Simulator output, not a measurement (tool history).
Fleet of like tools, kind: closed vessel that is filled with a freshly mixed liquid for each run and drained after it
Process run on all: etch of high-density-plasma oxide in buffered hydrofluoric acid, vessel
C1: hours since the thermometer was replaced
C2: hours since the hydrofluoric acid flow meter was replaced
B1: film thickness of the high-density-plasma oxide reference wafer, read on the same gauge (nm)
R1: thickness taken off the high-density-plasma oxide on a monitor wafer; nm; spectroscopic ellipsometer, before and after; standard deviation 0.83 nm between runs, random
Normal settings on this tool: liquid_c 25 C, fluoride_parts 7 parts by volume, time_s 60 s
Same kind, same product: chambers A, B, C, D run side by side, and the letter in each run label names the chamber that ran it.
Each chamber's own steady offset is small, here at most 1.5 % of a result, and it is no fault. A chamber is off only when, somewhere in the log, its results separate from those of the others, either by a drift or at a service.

{"run": "1B", "hour": 8.9, "liquid_c": 25, "fluoride_parts": 7, "time_s": 60, "C1": 676.7, "C2": 1308.5, "B1": 100.01, "R1": 110.99}
{"run": "2C", "hour": 19.9, "liquid_c": 25, "fluoride_parts": 7, "time_s": 60, "C1": 839.5, "C2": 190.3, "B1": 100.02, "R1": 113.27}
{"run": "3D", "hour": 35.8, "liquid_c": 25, "fluoride_parts": 7, "time_s": 60, "C1": 731.3, "C2": 726.3, "B1": 99.94, "R1": 112.68}
{"run": "4A", "hour": 44.3, "liquid_c": 25, "fluoride_parts": 7, "time_s": 60, "C1": 2113.7, "C2": 1461.1, "B1": 100.01, "R1": 110.47}
{"run": "5D", "hour": 53.9, "liquid_c": 25, "fluoride_parts": 7, "time_s": 60, "C1": 749.4, "C2": 744.4, "B1": 99.983, "R1": 110.64}
{"run": "6A", "hour": 61.1, "liquid_c": 25, "fluoride_parts": 7, "time_s": 60, "C1": 2130.5, "C2": 1477.9, "B1": 99.983, "R1": 109.62}
{"run": "7B", "hour": 75.6, "liquid_c": 25, "fluoride_parts": 7, "time_s": 60, "C1": 743.4, "C2": 1375.2, "B1": 100.01, "R1": 111.06}
{"run": "8C", "hour": 86.5, "liquid_c": 25, "fluoride_parts": 7, "time_s": 60, "C1": 906.1, "C2": 256.9, "B1": 100.05, "R1": 112.21}
{"run": "9D", "hour": 94.0, "liquid_c": 25, "fluoride_parts": 7, "time_s": 60, "C1": 789.5, "C2": 784.5, "B1": 99.984, "R1": 110.42}
{"run": "10C", "hour": 102.5, "liquid_c": 25, "fluoride_parts": 7, "time_s": 60, "C1": 922.1, "C2": 272.9, "B1": 99.993, "R1": 110.27}
{"run": "11B", "hour": 114.6, "liquid_c": 25, "fluoride_parts": 7, "time_s": 60, "C1": 782.4, "C2": 1414.2, "B1": 100.05, "R1": 111.15}
{"run": "12A", "hour": 128.2, "liquid_c": 25, "fluoride_parts": 9.5, "time_s": 80, "C1": 2197.6, "C2": 1545, "B1": 100, "R1": 107.54}
{"run": "13D", "hour": 139.1, "liquid_c": 25, "fluoride_parts": 9.5, "time_s": 80, "C1": 834.6, "C2": 829.6, "B1": 99.963, "R1": 109.05}
{"hour": 150.1, "done": "chamber A: thermometer replaced"}
{"run": "14C", "hour": 155.0, "liquid_c": 25, "fluoride_parts": 9.5, "time_s": 80, "C1": 974.6, "C2": 325.4, "B1": 100.02, "R1": 109.44}
{"run": "15A", "hour": 167.4, "liquid_c": 25, "fluoride_parts": 9.5, "time_s": 80, "C1": 17.3, "C2": 1584.2, "B1": 100.02, "R1": 107.38}
{"run": "16B", "hour": 179.4, "liquid_c": 25, "fluoride_parts": 7, "time_s": 60, "C1": 847.2, "C2": 1479, "B1": 100.03, "R1": 108.65}
{"run": "17C", "hour": 189.7, "liquid_c": 25, "fluoride_parts": 7, "time_s": 60, "C1": 1009.3, "C2": 360.1, "B1": 100.02, "R1": 111.59}
{"run": "18D", "hour": 196.8, "liquid_c": 25, "fluoride_parts": 7, "time_s": 60, "C1": 892.3, "C2": 887.3, "B1": 99.988, "R1": 111.63}
{"run": "19B", "hour": 209.6, "liquid_c": 25, "fluoride_parts": 7, "time_s": 60, "C1": 877.4, "C2": 1509.2, "B1": 100.01, "R1": 107.57}
{"hour": 221.0, "done": "chamber C: thermometer replaced"}
{"run": "20A", "hour": 222.1, "liquid_c": 25, "fluoride_parts": 7, "time_s": 60, "C1": 72, "C2": 1638.9, "B1": 99.977, "R1": 109.37}
{"run": "21C", "hour": 236.2, "liquid_c": 25, "fluoride_parts": 7, "time_s": 60, "C1": 15.2, "C2": 406.6, "B1": 99.975, "R1": 111.37}
{"run": "22B", "hour": 244.4, "liquid_c": 25, "fluoride_parts": 7, "time_s": 60, "C1": 912.2, "C2": 1544, "B1": 100.03, "R1": 108.24}
{"run": "23A", "hour": 257.2, "liquid_c": 25, "fluoride_parts": 7, "time_s": 60, "C1": 107.1, "C2": 1674, "B1": 99.983, "R1": 109.75}
{"hour": 268.5, "done": "chamber A: hydrofluoric acid flow meter replaced"}
{"run": "24D", "hour": 272.7, "liquid_c": 25, "fluoride_parts": 7, "time_s": 60, "C1": 968.2, "C2": 963.2, "B1": 99.97, "R1": 112.41}
{"run": "25A", "hour": 283.4, "liquid_c": 25, "fluoride_parts": 7, "time_s": 60, "C1": 133.3, "C2": 14.9, "B1": 99.993, "R1": 108.68}
{"run": "26B", "hour": 295.4, "liquid_c": 25, "fluoride_parts": 9.5, "time_s": 60, "C1": 963.2, "C2": 1595, "B1": 100.01, "R1": 79.624}
{"run": "27D", "hour": 308.2, "liquid_c": 25, "fluoride_parts": 9.5, "time_s": 60, "C1": 1003.7, "C2": 998.7, "B1": 99.977, "R1": 83.444}
{"run": "28C", "hour": 321.3, "liquid_c": 25, "fluoride_parts": 9.5, "time_s": 60, "C1": 100.3, "C2": 491.7, "B1": 100.01, "R1": 81.983}
{"run": "29B", "hour": 334.9, "liquid_c": 25, "fluoride_parts": 9.5, "time_s": 60, "C1": 1002.7, "C2": 1634.5, "B1": 100.01, "R1": 79.694}
{"run": "30D", "hour": 343.5, "liquid_c": 25, "fluoride_parts": 7, "time_s": 35, "C1": 1039, "C2": 1034, "B1": 99.993, "R1": 65.564}
{"run": "31C", "hour": 356.6, "liquid_c": 25, "fluoride_parts": 7, "time_s": 35, "C1": 135.6, "C2": 527, "B1": 99.989, "R1": 65.418}
{"run": "32A", "hour": 371.4, "liquid_c": 25, "fluoride_parts": 7, "time_s": 35, "C1": 221.3, "C2": 102.9, "B1": 99.99, "R1": 64.595}
{"run": "33B", "hour": 381.1, "liquid_c": 25, "fluoride_parts": 7, "time_s": 35, "C1": 1048.9, "C2": 1680.7, "B1": 100.01, "R1": 60.566}
{"run": "34C", "hour": 388.7, "liquid_c": 25, "fluoride_parts": 7, "time_s": 60, "C1": 167.7, "C2": 559.1, "B1": 100.01, "R1": 111.37}
{"run": "35A", "hour": 404.7, "liquid_c": 25, "fluoride_parts": 7, "time_s": 60, "C1": 254.6, "C2": 136.2, "B1": 100.02, "R1": 108.73}
{"run": "36D", "hour": 414.4, "liquid_c": 25, "fluoride_parts": 7, "time_s": 70, "C1": 1109.9, "C2": 1104.9, "B1": 99.958, "R1": 129.86}
{"run": "37A", "hour": 421.9, "liquid_c": 25, "fluoride_parts": 7, "time_s": 70, "C1": 271.8, "C2": 153.4, "B1": 99.942, "R1": 127.88}
{"run": "38C", "hour": 431.7, "liquid_c": 25, "fluoride_parts": 7, "time_s": 70, "C1": 210.7, "C2": 602.1, "B1": 99.993, "R1": 129.89}
{"run": "39B", "hour": 444.0, "liquid_c": 25, "fluoride_parts": 7, "time_s": 70, "C1": 1111.8, "C2": 1743.6, "B1": 100.02, "R1": 120.91}
{"run": "40D", "hour": 453.8, "liquid_c": 25, "fluoride_parts": 7, "time_s": 60, "C1": 1149.3, "C2": 1144.3, "B1": 99.939, "R1": 111.68}
{"run": "41B", "hour": 466.6, "liquid_c": 25, "fluoride_parts": 7, "time_s": 60, "C1": 1134.4, "C2": 1766.2, "B1": 100, "R1": 102.54}
{"run": "42A", "hour": 481.8, "liquid_c": 25, "fluoride_parts": 7, "time_s": 60, "C1": 331.7, "C2": 213.3, "B1": 99.982, "R1": 109.98}
{"run": "43D", "hour": 497.3, "liquid_c": 25, "fluoride_parts": 7, "time_s": 40, "C1": 1192.8, "C2": 1187.8, "B1": 99.986, "R1": 74.649}

Next, all 4 chambers run the settings below, one line each with question marks for the results. What does each chamber give?
{"run": "44A", "hour": 508.8, "liquid_c": 25, "fluoride_parts": 5, "time_s": 60, "R1": "?"}
{"run": "44B", "hour": 508.8, "liquid_c": 25, "fluoride_parts": 5, "time_s": 60, "R1": "?"}
{"run": "44C", "hour": 508.8, "liquid_c": 25, "fluoride_parts": 5, "time_s": 60, "R1": "?"}
{"run": "44D", "hour": 508.8, "liquid_c": 25, "fluoride_parts": 5, "time_s": 60, "R1": "?"}

run=44A R1=148.34
run=44B R1=136.9
run=44C R1=150.61
run=44D R1=148.85

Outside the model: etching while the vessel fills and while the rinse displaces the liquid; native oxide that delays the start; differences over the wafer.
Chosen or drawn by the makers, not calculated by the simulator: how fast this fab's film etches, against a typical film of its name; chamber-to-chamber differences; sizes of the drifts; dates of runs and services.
